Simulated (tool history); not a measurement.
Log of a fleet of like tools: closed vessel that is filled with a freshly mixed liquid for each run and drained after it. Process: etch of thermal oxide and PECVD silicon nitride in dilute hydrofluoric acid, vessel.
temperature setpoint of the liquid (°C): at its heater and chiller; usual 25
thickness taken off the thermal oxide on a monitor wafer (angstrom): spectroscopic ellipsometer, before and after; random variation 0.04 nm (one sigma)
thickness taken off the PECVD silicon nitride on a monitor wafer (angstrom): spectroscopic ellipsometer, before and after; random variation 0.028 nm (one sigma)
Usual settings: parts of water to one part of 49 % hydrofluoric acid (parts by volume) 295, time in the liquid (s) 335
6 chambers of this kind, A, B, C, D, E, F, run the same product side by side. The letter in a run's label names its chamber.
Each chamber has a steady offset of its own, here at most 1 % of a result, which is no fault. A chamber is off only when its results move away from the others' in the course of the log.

| run | day | temperature setpoint of the liquid (°C) | parts of water to one part of 49 % hydrofluoric acid (parts by volume) | time in the liquid (s) | hours since the thermometer was replaced | hours since the hydrofluoric acid flow meter was replaced | read-back film thickness of the thermal oxide reference wafer, read on the same gauge (nm) | read-back film thickness of the PECVD silicon nitride reference wafer, read on the same gauge (nm) | thickness taken off the thermal oxide on a monitor wafer (angstrom) | thickness taken off the PECVD silicon nitride on a monitor wafer (angstrom) |
|---|---|---|---|---|---|---|---|---|---|---|
| 1D | 0.229 | 25 | 295 | 335 | 498.4 | 548.2 | 129.97 | 150.02 | 42.23 | 30.001 |
| 2C | 0.696 | 25 | 295 | 335 | 2058.4 | 264.5 | 130.02 | 149.98 | 41.957 | 30.222 |
| 3F | 1.004 | 25 | 295 | 335 | 2702.3 | 264.3 | 130.02 | 149.97 | 42.55 | 30.161 |
| 4B | 1.425 | 25 | 295 | 335 | 539.6 | 865.1 | 130.01 | 149.99 | 42.312 | 30.052 |
| 5E | 1.7 | 25 | 295 | 335 | 738.2 | 846.7 | 129.98 | 150.03 | 42.453 | 29.967 |
| 6A | 2.075 | 25 | 390 | 335 | 1438.2 | 795.3 | 130 | 150.03 | 29.292 | 22.761 |
| 7B | 2.462 | 25 | 390 | 335 | 564.5 | 890 | 130 | 150.01 | 30.02 | 22.635 |
| 8A | 2.817 | 25 | 390 | 335 | 1456 | 813.1 | 129.96 | 149.98 | 29.302 | 22.619 |
| 9E | 3.271 | 25 | 390 | 335 | 775.9 | 884.4 | 129.95 | 150 | 29.378 | 22.859 |
| 10D | 3.746 | 25 | 390 | 335 | 582.8 | 632.6 | 129.97 | 150.01 | 30.04 | 22.978 |
| 11C | 4.242 | 25 | 390 | 335 | 2143.5 | 349.6 | 129.98 | 150.02 | 28.792 | 23.359 |
| 12F | 4.612 | 25 | 295 | 335 | 2788.9 | 350.9 | 130.04 | 150.03 | 42.817 | 30.013 |
| 13A | 5.004 | 25 | 295 | 335 | 1508.5 | 865.6 | 130.01 | 150.02 | 42.58 | 30.184 |
| 14C | 5.4 | 25 | 295 | 335 | 2171.3 | 377.4 | 129.96 | 150.05 | 41.71 | 30.264 |
| 15E | 5.896 | 25 | 295 | 335 | 838.9 | 947.4 | 130.03 | 149.99 | 42.694 | 30.53 |
| 16F | 6.129 | 25 | 295 | 210 | 2825.3 | 387.3 | 130.02 | 149.97 | 26.58 | 19.226 |
| 17D | 6.358 | 25 | 295 | 210 | 645.5 | 695.3 | 130.03 | 149.97 | 26.422 | 19.137 |
|  | 6.4 | chamber F: thermometer replaced |
| 18B | 6.762 | 25 | 295 | 210 | 667.7 | 993.2 | 130 | 150.02 | 25.767 | 18.164 |
| 19E | 7.2 | 25 | 295 | 210 | 870.2 | 978.7 | 130.01 | 150 | 25.961 | 19.003 |
| 20A | 7.604 | 25 | 295 | 210 | 1570.9 | 928 | 129.97 | 149.99 | 26.471 | 19.046 |
| 21D | 8.067 | 25 | 295 | 210 | 686.5 | 736.3 | 130.02 | 150 | 26.849 | 18.836 |
| 22B | 8.542 | 25 | 295 | 335 | 710.4 | 1035.9 | 130.04 | 150 | 40.65 | 29.362 |
| 23F | 8.921 | 25 | 295 | 335 | 60.6 | 454.3 | 130.01 | 149.97 | 41.635 | 29.72 |
| 24C | 9.258 | 25 | 295 | 335 | 2263.9 | 470 | 129.95 | 150 | 42.12 | 30.896 |
| 25B | 9.696 | 25 | 295 | 335 | 738.1 | 1063.6 | 130.01 | 150.06 | 40.563 | 28.785 |
| 26A | 9.946 | 25 | 295 | 335 | 1627.1 | 984.2 | 130.01 | 150 | 42.803 | 29.544 |
|  | 10.042 | chamber F: hydrofluoric acid flow meter replaced |
| 27F | 10.417 | 25 | 295 | 335 | 96.5 | 9 | 130.02 | 149.96 | 42.56 | 30.144 |
|  | 10.746 | chamber B: thermometer replaced |
| 28D | 10.75 | 25 | 295 | 335 | 750.9 | 800.7 | 130.02 | 150.02 | 42.364 | 30.183 |
| 29C | 11.021 | 25 | 295 | 335 | 2306.2 | 512.3 | 130.02 | 150 | 42.553 | 30.415 |
| 30E | 11.329 | 25 | 295 | 335 | 969.3 | 1077.8 | 130.02 | 149.98 | 42.284 | 30.503 |
| 31C | 11.629 | 25 | 295 | 335 | 2320.8 | 526.9 | 129.99 | 150 | 42.238 | 31.148 |
| 32B | 11.988 | 25 | 295 | 335 | 29.8 | 1118.6 | 130 | 149.99 | 39.951 | 28.815 |
|  | 12.329 | chamber A: thermometer replaced |
| 33A | 12.475 | 25 | 295 | 335 | 3.5 | 1044.9 | 129.98 | 150.01 | 43.083 | 30.144 |
| 34F | 12.967 | 25 | 295 | 490 | 157.7 | 70.2 | 130.02 | 149.96 | 61.509 | 44.449 |
| 35E | 13.408 | 25 | 295 | 490 | 1019.2 | 1127.7 | 130.01 | 149.99 | 62.204 | 44.168 |
| 36D | 13.812 | 25 | 295 | 490 | 824.4 | 874.2 | 130.01 | 149.99 | 62.012 | 43.972 |
| 37E | 14.183 | 25 | 295 | 490 | 1037.8 | 1146.3 | 130 | 149.99 | 61.202 | 44.149 |
| 38A | 14.6 | 25 | 295 | 490 | 54.5 | 1095.9 | 129.98 | 149.95 | 62.244 | 43.909 |

What goes on in this fleet: one chamber off, a drifting gauge, or nothing beyond the chambers' own small offsets? Name the chamber and the cause, if any.

Chamber B drifts away from the others.
Cause: hydrofluoric acid flow below the setpoint (%) = 5.69.

Here are 4 candidates for chamber B's next run, each the usual settings with a change, their results left as question marks. Which one brings its results back in line with what the others give on the usual settings?
In line means no further than this from the other chambers' mean on the usual settings: thickness taken off the thermal oxide on a monitor wafer (angstrom) 1.4; thickness taken off the PECVD silicon nitride on a monitor wafer (angstrom) 0.98
| 39B-1 | 14.958 | 25 | 285 | 345 |  |  |  |  | ? | ? |
| 39B-2 | 14.958 | 25 | 305 | 325 |  |  |  |  | ? | ? |
| 39B-3 | 14.958 | 25 | 275 | 350 |  |  |  |  | ? | ? |
| 39B-4 | 14.958 | 25 | 315 | 320 |  |  |  |  | ? | ? |

The other chambers' mean on the usual settings: thickness taken off the thermal oxide on a monitor wafer (angstrom) 42.364; thickness taken off the PECVD silicon nitride on a monitor wafer (angstrom) 30.222
| run | thickness taken off the thermal oxide on a monitor wafer (angstrom) | thickness taken off the PECVD silicon nitride on a monitor wafer (angstrom) |
|---|---|---|
| 39B-1 | 42.342 | 30.293 |
| 39B-2 | 36.552 | 26.698 |
| 39B-3 | 44.959 | 31.828 |
| 39B-4 | 34.513 | 25.468 |
39B-1 brings the chamber back in line.
